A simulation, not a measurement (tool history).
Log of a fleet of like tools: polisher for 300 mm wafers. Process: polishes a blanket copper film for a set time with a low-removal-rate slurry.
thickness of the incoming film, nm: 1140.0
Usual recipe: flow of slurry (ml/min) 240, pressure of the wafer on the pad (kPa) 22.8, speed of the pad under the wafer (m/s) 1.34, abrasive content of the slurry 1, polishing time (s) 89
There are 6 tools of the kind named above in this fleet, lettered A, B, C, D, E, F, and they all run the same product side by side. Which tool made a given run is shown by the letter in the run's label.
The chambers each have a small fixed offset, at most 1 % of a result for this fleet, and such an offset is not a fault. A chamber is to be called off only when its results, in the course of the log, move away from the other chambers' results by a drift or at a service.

run,hour,flow of slurry (ml/min),pressure of the wafer on the pad (kPa),speed of the pad under the wafer (m/s),abrasive content of the slurry,polishing time (s),film removed (Å)
1A,3.5,240,22.8,1.34,1,89,4600.5
2D,6.8,240,22.8,1.34,1,89,4631.7
3B,10.4,240,22.8,1.34,1,89,4565.4
4F,12.9,240,22.8,1.34,1,89,4501.7
5E,18.3,240,22.8,1.34,1,89,4569.6
6C,20.9,240,22.8,1.34,1,89,4583.3
7E,23.5,240,22.8,1.34,1.1,76,4023.1
8B,28.7,240,22.8,1.34,1.1,76,3974.5
9D,31.7,240,22.8,1.34,1.1,76,4007.5
10C,34.4,240,22.8,1.34,1.1,76,3996.5
11F,39.4,240,22.8,1.34,1.1,76,3960.4
12A,44.2,240,22.8,1.34,1.1,76,4020.8
# hour 45.8: chamber C: head pressure recalibrated
# hour 47.5: chamber F: worn pad replaced by a new one
13E,48.8,240,22.8,1.34,1,89,4473.2
# hour 52: chamber A: worn pad replaced by a new one
14C,53.4,240,22.8,1.34,1,89,4584.6
# hour 53.9: chamber E: worn pad replaced by a new one
15A,58.6,240,22.8,1.34,1,89,4655.2
16B,64.1,305,22.8,1.56,1,89,5513.6
17D,68.8,305,22.8,1.56,1,89,5489.5
# hour 71.4: chamber D: worn pad replaced by a new one
18F,73.1,305,22.8,1.56,1,89,5433.7
# hour 74.7: chamber F: slurry blender recalibrated
19C,76.7,305,22.8,1.56,1,89,5398.3
20E,79.1,305,22.8,1.56,1,89,5468.8
# hour 80.3: chamber B: worn pad replaced by a new one
21A,83.1,305,22.8,1.56,1,89,5527.1
22B,88.1,240,22.8,1.34,1,89,4679.2
23F,93.4,240,22.8,1.34,1,89,4590
24D,97.6,240,22.8,1.34,1,89,4694.6
# hour 99.3: chamber E: slurry blender recalibrated
25C,102.4,240,22.8,1.34,1,89,4406.7
26E,105.9,240,22.8,1.34,1,89,4452.8
27B,108.8,240,22.8,1.34,1,89,4540.5
# hour 110: chamber A: slurry blender recalibrated
28F,112.6,240,22.8,1.34,1,89,4463.5
29D,115.2,240,22.8,1.34,1,89,4855.7
30A,119,240,22.8,1.34,1,89,4662.1
# hour 122.9: chamber C: worn pad replaced by a new one
31B,124.4,240,22.8,1.34,1,89,4522
32D,128.4,240,22.8,1.34,1,66,3682.2
33F,133.8,240,22.8,1.34,1,66,3355.7
# hour 136.2: chamber C: slurry blender recalibrated
# hour 137.9: chamber B: slurry blender recalibrated
34E,139.2,240,22.8,1.34,1,66,3401.5
35A,144.2,240,22.8,1.34,1,66,3371.4
# hour 144.5: chamber F: worn pad replaced by a new one
36C,147,240,22.8,1.34,1,66,3377.3
37B,151.9,240,22.8,1.34,1,66,3404.1
38E,154.5,240,22.8,1.34,1,89,4581.4
39C,159.8,240,22.8,1.34,1,89,4441.7
40D,163.9,240,22.8,1.34,1,89,4946.9
# hour 167.3: chamber A: slurry nozzle cleaned
41A,168.9,240,22.8,1.34,1,89,4723.6
42F,172.9,240,22.8,1.34,1,89,4482.8
43F,176.7,240,22.8,1.2,1,89,4056.9

Has any chamber moved away from the others, gradually or after a service, or does the common gauge drift, or do the chambers differ only by their own small steady offsets? State the chamber and the most likely cause if one applies.

Chamber D drifts away from the others.
What lies behind it: head's pressure above its setpoint, % = 8.48.

Here are 4 candidates for chamber D's next run, each the usual settings with a change, their results left as question marks. Which one brings its results back in line with what the others give on the usual settings?
In-line tolerance around the mean of the other chambers on the usual settings: film removed (Å) 180
44D-1,180.6,240,23.4,1.38,1,91,?
44D-2,180.6,240,22.1,1.3,1,87,?
44D-3,180.6,240,24.8,1.34,1,95,?
44D-4,180.6,240,22.8,1.24,1,82,?

The other chambers' mean on the usual settings: film removed (Å) 4572
run,film removed (Å)
44D-1,5417.4
44D-2,4583.7
44D-3,5816.8
44D-4,4248.5
44D-2 is the one that brings the chamber's results back in line with the other chambers.
